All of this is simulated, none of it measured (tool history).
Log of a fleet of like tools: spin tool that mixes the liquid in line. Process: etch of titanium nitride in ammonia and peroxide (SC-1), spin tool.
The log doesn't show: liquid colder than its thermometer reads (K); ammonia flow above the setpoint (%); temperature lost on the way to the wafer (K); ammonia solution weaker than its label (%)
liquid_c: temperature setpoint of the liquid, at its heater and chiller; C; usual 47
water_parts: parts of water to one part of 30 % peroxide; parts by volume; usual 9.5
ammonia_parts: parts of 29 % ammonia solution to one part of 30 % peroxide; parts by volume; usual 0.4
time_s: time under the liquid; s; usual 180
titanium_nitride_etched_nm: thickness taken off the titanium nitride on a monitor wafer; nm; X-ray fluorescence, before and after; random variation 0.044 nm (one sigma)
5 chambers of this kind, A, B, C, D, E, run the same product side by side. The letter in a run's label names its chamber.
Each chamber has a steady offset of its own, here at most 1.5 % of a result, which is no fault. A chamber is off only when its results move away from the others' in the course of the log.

run   hour  liquid_c  water_parts  ammonia_parts  time_s  hours since the thermometer was replaced  hours since the ammonia flow meter was replaced  hours since the heated supply line was repaired  hours since the drum of ammonia solution was connected  read-back film thickness of the titanium nitride reference wafer, read on the same gauge (nm)  titanium_nitride_etched_nm
       9.7  -- chamber E: new drum of ammonia solution connected
       9.8  -- chamber B: new drum of ammonia solution connected
 1A    9.8        47          9.5            0.4     180                                     183.8                                            855.6                                            965.7                                                    1141                                                                                         40.009                      9.0612
 2C   20.4        47          9.5            0.4     180                                     616.9                                            248.3                                           1150.8                                                   551.6                                                                                          39.99                      9.1289
 3E   31.4        47          9.5            0.4     180                                     166.6                                           1203.7                                           2042.3                                                    21.7                                                                                          40.01                      9.2227
 4B   36.6        47          9.5            0.4     180                                    1805.7                                            547.9                                            349.7                                                    26.8                                                                                         39.997                      9.1202
 5D   46.2        47          9.5            0.4     180                                     441.5                                            690.7                                            202.9                                                   248.2                                                                                         39.996                      8.9946
 6D   56.6      40.5          9.5            0.4     180                                     451.9                                            701.1                                            213.3                                                   258.6                                                                                         39.998                      5.6422
 7A   63.3      40.5          9.5            0.4     180                                     237.3                                            909.1                                           1019.2                                                  1194.5                                                                                         40.014                      5.6395
      66.3  -- chamber C: new drum of ammonia solution connected
      72.9  -- chamber A: new drum of ammonia solution connected
 8B   74.2      40.5          9.5            0.4     180                                    1843.3                                            585.5                                            387.3                                                    64.4                                                                                             40                      5.7181
 9C   81.5      40.5          9.5            0.4     180                                       678                                            309.4                                           1211.9                                                    15.2                                                                                         39.989                      5.6798
      89.7  -- chamber A: ammonia flow meter replaced
10E   90.4      40.5          9.5            0.4     180                                     225.6                                           1262.7                                           2101.3                                                    80.7                                                                                         39.999                      5.7337
11C    100        47          9.5            0.4     180                                     696.5                                            327.9                                           1230.4                                                    33.7                                                                                         39.983                      9.1147
12D  108.9        47          9.5            0.4     180                                     504.2                                            753.4                                            265.6                                                   310.9                                                                                         40.015                       9.091
13B  116.9        47          9.5            0.4     180                                      1886                                            628.2                                              430                                                   107.1                                                                                         39.995                      9.0861
14A  126.6        47          9.5            0.4     180                                     300.6                                             36.9                                           1082.5                                                    53.8                                                                                         40.007                      9.0409
15E  135.2        47          9.5            0.4     180                                     270.4                                           1307.5                                           2146.1                                                   125.5                                                                                         39.979                      9.2576
16D  143.3        47          9.5            0.4     180                                     538.6                                            787.8                                              300                                                   345.3                                                                                         40.005                      9.1106
17C  150.3        47          9.5            0.4     180                                     746.8                                            378.2                                           1280.7                                                      84                                                                                         40.014                       9.157
18B  157.1        47            8            0.4     180                                    1926.2                                            668.4                                            470.2                                                   147.3                                                                                         40.002                      9.9732
19A  165.1        47            8            0.4     180                                     339.1                                             75.4                                             1121                                                    92.3                                                                                         40.006                      9.7081
20E    176        47            8            0.4     180                                     311.2                                           1348.3                                           2186.9                                                   166.3                                                                                         39.995                      10.094
21A  183.8        47            8            0.4     180                                     357.8                                             94.1                                           1139.7                                                     111                                                                                         40.015                      9.7501
22D    189        47            8            0.4     180                                     584.3                                            833.5                                            345.7                                                     391                                                                                         40.006                      9.8998
23C  194.1        47            6            0.4     180                                     790.6                                              422                                           1324.5                                                   127.8                                                                                         39.985                      11.477
24B  203.8        47            6            0.4     180                                    1972.9                                            715.1                                            516.9                                                     194                                                                                             40                      11.528
25E  209.6        47            6            0.4     180                                     344.8                                           1381.9                                           2220.5                                                   199.9                                                                                         39.998                      11.584
26A  215.1        47            6            0.4     180                                     389.1                                            125.4                                             1171                                                   142.3                                                                                         39.999                      11.134
27D  223.1        47            6            0.4     180                                     618.4                                            867.6                                            379.8                                                   425.1                                                                                         40.019                      11.551
28C  228.3        47          9.5            0.5     180                                     824.8                                            456.2                                           1358.7                                                     162                                                                                             40                      9.5029
29E  237.5        47          9.5            0.5     180                                     372.7                                           1409.8                                           2248.4                                                   227.8                                                                                         40.006                      9.5824
30B  243.5        47          9.5            0.5     180                                    2012.6                                            754.8                                            556.6                                                   233.7                                                                                         40.005                      9.4302
31B  249.7        47          9.5            0.5     180                                    2018.8                                              761                                            562.8                                                   239.9                                                                                         40.011                      9.5423
32D  257.9        47          9.5            0.5     180                                     653.2                                            902.4                                            414.6                                                   459.9                                                                                         40.002                      9.4473
33C    264        47          9.5            0.4     180                                     860.5                                            491.9                                           1394.4                                                   197.7                                                                                         39.986                      9.1254
34E  270.3        47          9.5            0.4     180                                     405.5                                           1442.6                                           2281.2                                                   260.6                                                                                         39.998                      9.2519
35A  278.2        47          9.5            0.4     180                                     452.2                                            188.5                                           1234.1                                                   205.4                                                                                         40.006                      8.7645
36A  288.3        47          9.5            0.4     180                                     462.3                                            198.6                                           1244.2                                                   215.5                                                                                          39.99                      8.6998
37B  299.9        47          9.5            0.4     180                                      2069                                            811.2                                              613                                                   290.1                                                                                         40.005                      9.1731

All 5 chambers run these settings next. Forecast each chamber's results:
38A  308.2        42          9.5            0.4     180                                                                                                                                                                                                                                                                                                                              ?
38B  308.2        42          9.5            0.4     180                                                                                                                                                                                                                                                                                                                              ?
38C  308.2        42          9.5            0.4     180                                                                                                                                                                                                                                                                                                                              ?
38D  308.2        42          9.5            0.4     180                                                                                                                                                                                                                                                                                                                              ?
38E  308.2        42          9.5            0.4     180                                                                                                                                                                                                                                                                                                                              ?

run  titanium_nitride_etched_nm
38A                      6.0701
38B                      6.4017
38C                       6.368
38D                      6.2761
38E                      6.3856

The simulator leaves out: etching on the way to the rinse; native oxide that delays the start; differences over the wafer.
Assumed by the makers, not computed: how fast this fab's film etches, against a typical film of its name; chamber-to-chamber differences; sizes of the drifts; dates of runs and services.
